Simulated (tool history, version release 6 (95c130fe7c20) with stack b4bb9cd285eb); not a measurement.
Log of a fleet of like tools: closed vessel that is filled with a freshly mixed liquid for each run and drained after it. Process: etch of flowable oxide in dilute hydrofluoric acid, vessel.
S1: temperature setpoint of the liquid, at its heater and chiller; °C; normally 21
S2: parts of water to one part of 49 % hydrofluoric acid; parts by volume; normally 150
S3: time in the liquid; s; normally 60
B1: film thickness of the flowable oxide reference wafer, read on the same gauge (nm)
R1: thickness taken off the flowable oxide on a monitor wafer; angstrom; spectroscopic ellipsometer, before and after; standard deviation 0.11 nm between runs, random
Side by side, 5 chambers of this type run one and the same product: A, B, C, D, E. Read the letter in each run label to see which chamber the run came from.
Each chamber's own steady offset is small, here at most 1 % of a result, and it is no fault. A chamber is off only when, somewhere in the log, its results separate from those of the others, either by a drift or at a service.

{"run": "1B", "day": 0.088, "S1": 21, "S2": 150, "S3": 60, "B1": 120.02, "R1": 122.9}
{"run": "2E", "day": 0.229, "S1": 21, "S2": 150, "S3": 60, "B1": 120, "R1": 121.06}
{"run": "3A", "day": 0.379, "S1": 21, "S2": 150, "S3": 60, "B1": 119.99, "R1": 125.53}
{"run": "4C", "day": 0.529, "S1": 21, "S2": 150, "S3": 60, "B1": 120, "R1": 123.6}
{"run": "5D", "day": 0.675, "S1": 21, "S2": 150, "S3": 60, "B1": 119.98, "R1": 125.12}
{"run": "6B", "day": 0.825, "S1": 21, "S2": 150, "S3": 60, "B1": 120, "R1": 122.17}
{"run": "7A", "day": 0.942, "S1": 21, "S2": 150, "S3": 60, "B1": 120, "R1": 123.75}
{"run": "8D", "day": 1.058, "S1": 21, "S2": 150, "S3": 60, "B1": 120.01, "R1": 124.18}
{"run": "9E", "day": 1.196, "S1": 21, "S2": 150, "S3": 60, "B1": 119.99, "R1": 123.05}
{"run": "10C", "day": 1.35, "S1": 21, "S2": 150, "S3": 60, "B1": 120.02, "R1": 124.32}
{"run": "11D", "day": 1.467, "S1": 21, "S2": 215, "S3": 60, "B1": 120, "R1": 80.854}
{"run": "12E", "day": 1.588, "S1": 21, "S2": 215, "S3": 60, "B1": 120.01, "R1": 80.138}
{"day": 1.683, "done": "chamber B: hydrofluoric acid flow meter replaced"}
{"run": "13B", "day": 1.683, "S1": 21, "S2": 215, "S3": 60, "B1": 120.03, "R1": 82.095}
{"run": "14A", "day": 1.767, "S1": 21, "S2": 215, "S3": 60, "B1": 120, "R1": 79.912}
{"run": "15C", "day": 1.954, "S1": 21, "S2": 215, "S3": 60, "B1": 120.01, "R1": 81.291}
{"run": "16A", "day": 2.092, "S1": 21, "S2": 150, "S3": 60, "B1": 120, "R1": 121.48}
{"run": "17B", "day": 2.258, "S1": 21, "S2": 150, "S3": 60, "B1": 120.01, "R1": 123.98}
{"run": "18C", "day": 2.358, "S1": 21, "S2": 150, "S3": 60, "B1": 120.02, "R1": 123.36}
{"run": "19E", "day": 2.458, "S1": 21, "S2": 150, "S3": 60, "B1": 120.01, "R1": 124.24}
{"run": "20D", "day": 2.65, "S1": 21, "S2": 150, "S3": 60, "B1": 120, "R1": 124.33}
{"run": "21E", "day": 2.812, "S1": 21, "S2": 150, "S3": 60, "B1": 120, "R1": 124.56}
{"run": "22B", "day": 2.946, "S1": 21, "S2": 150, "S3": 60, "B1": 119.99, "R1": 124.5}
{"run": "23C", "day": 3.138, "S1": 21, "S2": 150, "S3": 60, "B1": 120.01, "R1": 124.64}
{"run": "24A", "day": 3.25, "S1": 21, "S2": 150, "S3": 60, "B1": 119.99, "R1": 118.61}
{"run": "25D", "day": 3.342, "S1": 21, "S2": 150, "S3": 60, "B1": 120.01, "R1": 124.45}
{"run": "26D", "day": 3.425, "S1": 21, "S2": 150, "S3": 60, "B1": 120, "R1": 123.58}
{"run": "27C", "day": 3.562, "S1": 17, "S2": 150, "S3": 60, "B1": 120, "R1": 102.85}
{"run": "28B", "day": 3.704, "S1": 17, "S2": 150, "S3": 60, "B1": 120.01, "R1": 105.54}
{"run": "29A", "day": 3.804, "S1": 17, "S2": 150, "S3": 60, "B1": 120.03, "R1": 98.835}
{"run": "30E", "day": 3.975, "S1": 17, "S2": 150, "S3": 60, "B1": 119.98, "R1": 106.69}
{"run": "31D", "day": 4.158, "S1": 17, "S2": 150, "S3": 60, "B1": 120, "R1": 105.28}
{"run": "32B", "day": 4.308, "S1": 21, "S2": 150, "S3": 60, "B1": 120.01, "R1": 124.57}

Predict what each chamber gives when all 5 of them run the settings below next.
{"run": "33A", "day": 4.446, "S1": 21, "S2": 150, "S3": 60, "R1": "?"}
{"run": "33B", "day": 4.446, "S1": 21, "S2": 150, "S3": 60, "R1": "?"}
{"run": "33C", "day": 4.446, "S1": 21, "S2": 150, "S3": 60, "R1": "?"}
{"run": "33D", "day": 4.446, "S1": 21, "S2": 150, "S3": 60, "R1": "?"}
{"run": "33E", "day": 4.446, "S1": 21, "S2": 150, "S3": 60, "R1": "?"}

run=33A R1=114.61
run=33B R1=125.52
run=33C R1=123.28
run=33D R1=122.72
run=33E R1=122.27

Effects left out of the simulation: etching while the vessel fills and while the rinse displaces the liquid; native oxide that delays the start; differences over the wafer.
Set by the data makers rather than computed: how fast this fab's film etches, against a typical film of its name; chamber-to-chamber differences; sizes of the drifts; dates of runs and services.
